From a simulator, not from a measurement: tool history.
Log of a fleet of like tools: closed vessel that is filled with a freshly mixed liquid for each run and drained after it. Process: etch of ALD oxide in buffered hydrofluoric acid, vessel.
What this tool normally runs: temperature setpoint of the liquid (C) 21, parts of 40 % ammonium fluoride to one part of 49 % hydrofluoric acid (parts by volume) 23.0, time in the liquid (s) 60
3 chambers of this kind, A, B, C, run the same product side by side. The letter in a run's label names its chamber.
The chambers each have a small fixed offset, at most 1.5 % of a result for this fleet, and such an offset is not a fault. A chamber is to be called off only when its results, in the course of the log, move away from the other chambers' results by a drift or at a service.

run     day  temperature setpoint of the liquid (C)  parts of 40 % ammonium fluoride to one part of 49 % hydrofluoric acid (parts by volume)  time in the liquid (s)  read-back film thickness of the ALD oxide reference wafer, read on the same gauge (nm)  thickness taken off the ALD oxide on a monitor wafer (angstrom)
 1B   0.512                                      21                                                                                     23.0                      60                                                                                  150.00                                                           393.14
 2A   0.767                                      21                                                                                     23.0                      60                                                                                  149.99                                                           384.31
 3C   1.296                                      21                                                                                     23.0                      60                                                                                  150.01                                                           381.33
 4C   1.542                                      21                                                                                     23.0                      60                                                                                  149.99                                                           382.07
 5B   1.871                                      21                                                                                     19.5                      30                                                                                  149.99                                                           220.00
 6A   2.333                                      21                                                                                     19.5                      30                                                                                  149.99                                                           217.43
 7B   2.754                                      21                                                                                     19.5                      30                                                                                  149.98                                                           217.43
 8A   2.992                                      21                                                                                     23.0                      60                                                                                  150.01                                                           385.30
 9C   3.312                                      21                                                                                     23.0                      35                                                                                  149.99                                                           219.48
10A   3.792                                      21                                                                                     23.0                      35                                                                                  150.00                                                           223.81
      4.046  -- chamber B: thermometer replaced
      4.175  -- chamber A: hydrofluoric acid flow meter replaced
11B   4.238                                      21                                                                                     23.0                      35                                                                                  150.00                                                           226.87
12C   4.633                                      21                                                                                     23.0                      60                                                                                  149.99                                                           382.06
13C   5.008                                      21                                                                                     23.0                      60                                                                                  150.00                                                           379.79
      5.100  -- chamber B: hydrofluoric acid flow meter replaced
14B   5.292                                      17                                                                                     18.5                      60                                                                                  150.01                                                           366.03
15A   5.538                                      17                                                                                     18.5                      60                                                                                  149.98                                                           367.62
16B   5.783                                      17                                                                                     18.5                      60                                                                                  150.00                                                           371.57
17C   6.212                                      21                                                                                     23.0                      60                                                                                  149.97                                                           379.55
18A   6.725                                      21                                                                                     23.0                      60                                                                                  150.00                                                           383.00
19A   6.983                                      21                                                                                     23.0                      60                                                                                  149.98                                                           382.86
20C   7.304                                      21                                                                                     23.0                      60                                                                                  149.99                                                           382.11
21B   7.683                                      21                                                                                     23.0                      60                                                                                  149.99                                                           385.25
22B   8.062                                      21                                                                                     23.0                      60                                                                                  150.01                                                           388.92
23A   8.421                                      21                                                                                     23.0                      60                                                                                  150.01                                                           384.87
24C   8.746                                      21                                                                                     23.0                      60                                                                                  149.99                                                           382.49
25C   9.012                                      21                                                                                     23.0                      60                                                                                  150.00                                                           385.38
26B   9.433                                      21                                                                                     23.0                      60                                                                                  150.00                                                           385.41
27A   9.696                                      21                                                                                     23.0                      60                                                                                  149.98                                                           379.72
28A  10.071                                      21                                                                                     23.0                      60                                                                                  150.00                                                           383.45
29C  10.350                                      21                                                                                     23.0                      60                                                                                  150.00                                                           390.38
30B  10.667                                      21                                                                                     23.0                      60                                                                                  149.98                                                           392.27
31B  10.900                                      21                                                                                     23.0                      60                                                                                  149.97                                                           383.86
32C  11.358                                      21                                                                                     23.0                      60                                                                                  149.99                                                           391.15
33A  11.858                                      21                                                                                     23.0                      60                                                                                  150.01                                                           382.57
34A  12.283                                      21                                                                                     23.0                      60                                                                                  150.02                                                           387.12
35B  12.646                                      21                                                                                     23.0                      60                                                                                  149.98                                                           387.76
36C  13.167                                      21                                                                                     23.0                      60                                                                                  149.98                                                           396.87
37A  13.638                                      21                                                                                     23.0                      60                                                                                  150.00                                                           384.52
38C  13.908                                      21                                                                                     23.0                      60                                                                                  150.01                                                           395.08

All chambers now run identical settings, listed one chamber a line with results as question marks. What results will each chamber show?
39A  14.292                                      21                                                                                     23.0                      60                                                                                                                                                        ?
39B  14.292                                      21                                                                                     23.0                      60                                                                                                                                                        ?
39C  14.292                                      21                                                                                     23.0                      60                                                                                                                                                        ?

run  thickness taken off the ALD oxide on a monitor wafer (angstrom)
39A                                                           383.67
39B                                                           387.39
39C                                                           396.83

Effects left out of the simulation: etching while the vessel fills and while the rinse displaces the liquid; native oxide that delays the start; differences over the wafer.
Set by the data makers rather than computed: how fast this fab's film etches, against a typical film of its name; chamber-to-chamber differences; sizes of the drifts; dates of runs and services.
